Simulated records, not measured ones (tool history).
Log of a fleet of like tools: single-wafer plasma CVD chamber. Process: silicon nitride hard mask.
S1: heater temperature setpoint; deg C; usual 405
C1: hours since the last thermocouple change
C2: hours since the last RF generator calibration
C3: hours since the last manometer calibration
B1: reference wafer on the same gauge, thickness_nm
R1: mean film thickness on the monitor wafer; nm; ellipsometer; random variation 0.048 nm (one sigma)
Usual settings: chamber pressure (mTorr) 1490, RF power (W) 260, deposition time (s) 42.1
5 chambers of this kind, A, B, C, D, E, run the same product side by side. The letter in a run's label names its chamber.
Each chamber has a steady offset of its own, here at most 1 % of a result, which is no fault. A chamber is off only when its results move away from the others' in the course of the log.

run 1B hour=11.4 | S1=405 chamber_pressure_(mTorr)=1490 RF_power_(W)=260 deposition_time_(s)=42.1 | C1=386.4 C2=1623.7 C3=418.8 | B1=47.798 | R1=43.012
run 2D hour=23.0 | S1=405 chamber_pressure_(mTorr)=1490 RF_power_(W)=260 deposition_time_(s)=42.1 | C1=1179.1 C2=417.7 C3=549.1 | B1=47.806 | R1=42.953
run 3E hour=33.5 | S1=405 chamber_pressure_(mTorr)=1490 RF_power_(W)=260 deposition_time_(s)=42.1 | C1=909.5 C2=476.1 C3=1506.9 | B1=47.814 | R1=43.019
run 4C hour=48.5 | S1=405 chamber_pressure_(mTorr)=1490 RF_power_(W)=260 deposition_time_(s)=42.1 | C1=2332.7 C2=854.8 C3=287.2 | B1=47.826 | R1=43.432
run 5A hour=62.1 | S1=405 chamber_pressure_(mTorr)=1490 RF_power_(W)=260 deposition_time_(s)=42.1 | C1=697.0 C2=1150.3 C3=1215.0 | B1=47.818 | R1=43.023
run 6D hour=71.0 | S1=405 chamber_pressure_(mTorr)=1490 RF_power_(W)=260 deposition_time_(s)=42.1 | C1=1227.1 C2=465.7 C3=597.1 | B1=47.828 | R1=42.938
-- hour=81.0 chamber D: thermocouple changed; heater temperature recalibrated
run 7C hour=82.7 | S1=405 chamber_pressure_(mTorr)=1490 RF_power_(W)=260 deposition_time_(s)=42.1 | C1=2366.9 C2=889.0 C3=321.4 | B1=47.844 | R1=43.417
run 8B hour=90.8 | S1=405 chamber_pressure_(mTorr)=1490 RF_power_(W)=260 deposition_time_(s)=42.1 | C1=465.8 C2=1703.1 C3=498.2 | B1=47.830 | R1=43.030
run 9E hour=103.9 | S1=392 chamber_pressure_(mTorr)=1490 RF_power_(W)=260 deposition_time_(s)=42.1 | C1=979.9 C2=546.5 C3=1577.3 | B1=47.854 | R1=43.314
run 10A hour=113.6 | S1=392 chamber_pressure_(mTorr)=1490 RF_power_(W)=260 deposition_time_(s)=42.1 | C1=748.5 C2=1201.8 C3=1266.5 | B1=47.853 | R1=43.279
-- hour=114.1 chamber A: capacitance manometer re-zeroed and calibrated
run 11E hour=120.6 | S1=392 chamber_pressure_(mTorr)=1490 RF_power_(W)=260 deposition_time_(s)=42.1 | C1=996.6 C2=563.2 C3=1594.0 | B1=47.881 | R1=43.273
run 12B hour=132.7 | S1=392 chamber_pressure_(mTorr)=1490 RF_power_(W)=260 deposition_time_(s)=42.1 | C1=507.7 C2=1745.0 C3=540.1 | B1=47.862 | R1=43.218
run 13C hour=144.2 | S1=392 chamber_pressure_(mTorr)=1490 RF_power_(W)=260 deposition_time_(s)=42.1 | C1=2428.4 C2=950.5 C3=382.9 | B1=47.868 | R1=43.747
run 14D hour=155.0 | S1=405 chamber_pressure_(mTorr)=1490 RF_power_(W)=260 deposition_time_(s)=42.1 | C1=74.1 C2=549.7 C3=681.1 | B1=47.887 | R1=42.978
run 15A hour=162.5 | S1=394 chamber_pressure_(mTorr)=1490 RF_power_(W)=260 deposition_time_(s)=42.1 | C1=797.4 C2=1250.7 C3=48.4 | B1=47.877 | R1=43.221
run 16D hour=173.3 | S1=394 chamber_pressure_(mTorr)=1490 RF_power_(W)=260 deposition_time_(s)=42.1 | C1=92.4 C2=568.0 C3=699.4 | B1=47.877 | R1=43.216
run 17A hour=186.6 | S1=394 chamber_pressure_(mTorr)=1490 RF_power_(W)=260 deposition_time_(s)=42.1 | C1=821.5 C2=1274.8 C3=72.5 | B1=47.887 | R1=43.233
run 18B hour=201.6 | S1=394 chamber_pressure_(mTorr)=1490 RF_power_(W)=260 deposition_time_(s)=42.1 | C1=576.6 C2=1813.9 C3=609.0 | B1=47.902 | R1=43.259
-- hour=209.0 chamber E: capacitance manometer re-zeroed and calibrated
run 19E hour=213.3 | S1=394 chamber_pressure_(mTorr)=1490 RF_power_(W)=260 deposition_time_(s)=42.1 | C1=1089.3 C2=655.9 C3=4.3 | B1=47.913 | R1=43.329
run 20C hour=221.2 | S1=405 chamber_pressure_(mTorr)=1490 RF_power_(W)=260 deposition_time_(s)=42.1 | C1=2505.4 C2=1027.5 C3=459.9 | B1=47.923 | R1=43.416
run 21D hour=228.7 | S1=405 chamber_pressure_(mTorr)=1490 RF_power_(W)=260 deposition_time_(s)=42.1 | C1=147.8 C2=623.4 C3=754.8 | B1=47.918 | R1=42.979
run 22A hour=244.1 | S1=405 chamber_pressure_(mTorr)=1490 RF_power_(W)=260 deposition_time_(s)=42.1 | C1=879.0 C2=1332.3 C3=130.0 | B1=47.910 | R1=43.000
run 23B hour=254.2 | S1=405 chamber_pressure_(mTorr)=1490 RF_power_(W)=260 deposition_time_(s)=42.1 | C1=629.2 C2=1866.5 C3=661.6 | B1=47.929 | R1=43.018
-- hour=263.5 chamber A: thermocouple changed; heater temperature recalibrated
run 24E hour=268.8 | S1=405 chamber_pressure_(mTorr)=1490 RF_power_(W)=260 deposition_time_(s)=42.1 | C1=1144.8 C2=711.4 C3=59.8 | B1=47.945 | R1=43.025
run 25C hour=280.7 | S1=417 chamber_pressure_(mTorr)=1650 RF_power_(W)=260 deposition_time_(s)=42.1 | C1=2564.9 C2=1087.0 C3=519.4 | B1=47.928 | R1=44.678
-- hour=287.2 chamber E: thermocouple changed; heater temperature recalibrated
run 26A hour=296.1 | S1=417 chamber_pressure_(mTorr)=1650 RF_power_(W)=260 deposition_time_(s)=42.1 | C1=32.7 C2=1384.3 C3=182.0 | B1=47.950 | R1=44.236
run 27E hour=307.8 | S1=417 chamber_pressure_(mTorr)=1650 RF_power_(W)=260 deposition_time_(s)=42.1 | C1=20.6 C2=750.4 C3=98.8 | B1=47.941 | R1=44.282
run 28B hour=316.8 | S1=417 chamber_pressure_(mTorr)=1650 RF_power_(W)=260 deposition_time_(s)=42.1 | C1=691.8 C2=1929.1 C3=724.2 | B1=47.953 | R1=44.194
run 29C hour=326.2 | S1=417 chamber_pressure_(mTorr)=1650 RF_power_(W)=260 deposition_time_(s)=42.1 | C1=2610.4 C2=1132.5 C3=564.9 | B1=47.964 | R1=44.586
run 30D hour=333.6 | S1=398 chamber_pressure_(mTorr)=1490 RF_power_(W)=260 deposition_time_(s)=42.1 | C1=252.7 C2=728.3 C3=859.7 | B1=47.966 | R1=43.224
run 31E hour=341.3 | S1=398 chamber_pressure_(mTorr)=1490 RF_power_(W)=260 deposition_time_(s)=42.1 | C1=54.1 C2=783.9 C3=132.3 | B1=47.965 | R1=43.270
run 32A hour=349.4 | S1=398 chamber_pressure_(mTorr)=1490 RF_power_(W)=260 deposition_time_(s)=42.1 | C1=86.0 C2=1437.6 C3=235.3 | B1=47.962 | R1=43.204
run 33C hour=357.4 | S1=398 chamber_pressure_(mTorr)=1490 RF_power_(W)=260 deposition_time_(s)=42.1 | C1=2641.6 C2=1163.7 C3=596.1 | B1=47.980 | R1=43.605
run 34B hour=368.5 | S1=398 chamber_pressure_(mTorr)=1490 RF_power_(W)=260 deposition_time_(s)=42.1 | C1=743.5 C2=1980.8 C3=775.9 | B1=47.971 | R1=43.177
run 35D hour=377.5 | S1=405 chamber_pressure_(mTorr)=1490 RF_power_(W)=260 deposition_time_(s)=42.1 | C1=296.6 C2=772.2 C3=903.6 | B1=47.975 | R1=43.058
run 36E hour=391.6 | S1=405 chamber_pressure_(mTorr)=1490 RF_power_(W)=260 deposition_time_(s)=42.1 | C1=104.4 C2=834.2 C3=182.6 | B1=47.981 | R1=43.226
run 37D hour=400.7 | S1=405 chamber_pressure_(mTorr)=1490 RF_power_(W)=260 deposition_time_(s)=42.1 | C1=319.8 C2=795.4 C3=926.8 | B1=48.000 | R1=43.009
run 38A hour=410.6 | S1=405 chamber_pressure_(mTorr)=1490 RF_power_(W)=260 deposition_time_(s)=42.1 | C1=147.2 C2=1498.8 C3=296.5 | B1=47.996 | R1=43.142
run 39B hour=423.8 | S1=405 chamber_pressure_(mTorr)=1490 RF_power_(W)=260 deposition_time_(s)=42.1 | C1=798.8 C2=2036.1 C3=831.2 | B1=48.003 | R1=43.164
run 40C hour=431.0 | S1=405 chamber_pressure_(mTorr)=1490 RF_power_(W)=260 deposition_time_(s)=42.1 | C1=2715.2 C2=1237.3 C3=669.7 | B1=48.016 | R1=43.539
run 41B hour=438.7 | S1=405 chamber_pressure_(mTorr)=1350 RF_power_(W)=260 deposition_time_(s)=45.1 | C1=813.7 C2=2051.0 C3=846.1 | B1=48.014 | R1=44.826

All 5 chambers run these settings next. Forecast each chamber's results:
run 42A hour=450.0 | S1=405 chamber_pressure_(mTorr)=1490 RF_power_(W)=260 deposition_time_(s)=42.1 | R1=?
run 42B hour=450.0 | S1=405 chamber_pressure_(mTorr)=1490 RF_power_(W)=260 deposition_time_(s)=42.1 | R1=?
run 42C hour=450.0 | S1=405 chamber_pressure_(mTorr)=1490 RF_power_(W)=260 deposition_time_(s)=42.1 | R1=?
run 42D hour=450.0 | S1=405 chamber_pressure_(mTorr)=1490 RF_power_(W)=260 deposition_time_(s)=42.1 | R1=?
run 42E hour=450.0 | S1=405 chamber_pressure_(mTorr)=1490 RF_power_(W)=260 deposition_time_(s)=42.1 | R1=?

run=42A R1=43.265
run=42B R1=43.225
run=42C R1=43.570
run=42D R1=43.117
run=42E R1=43.194
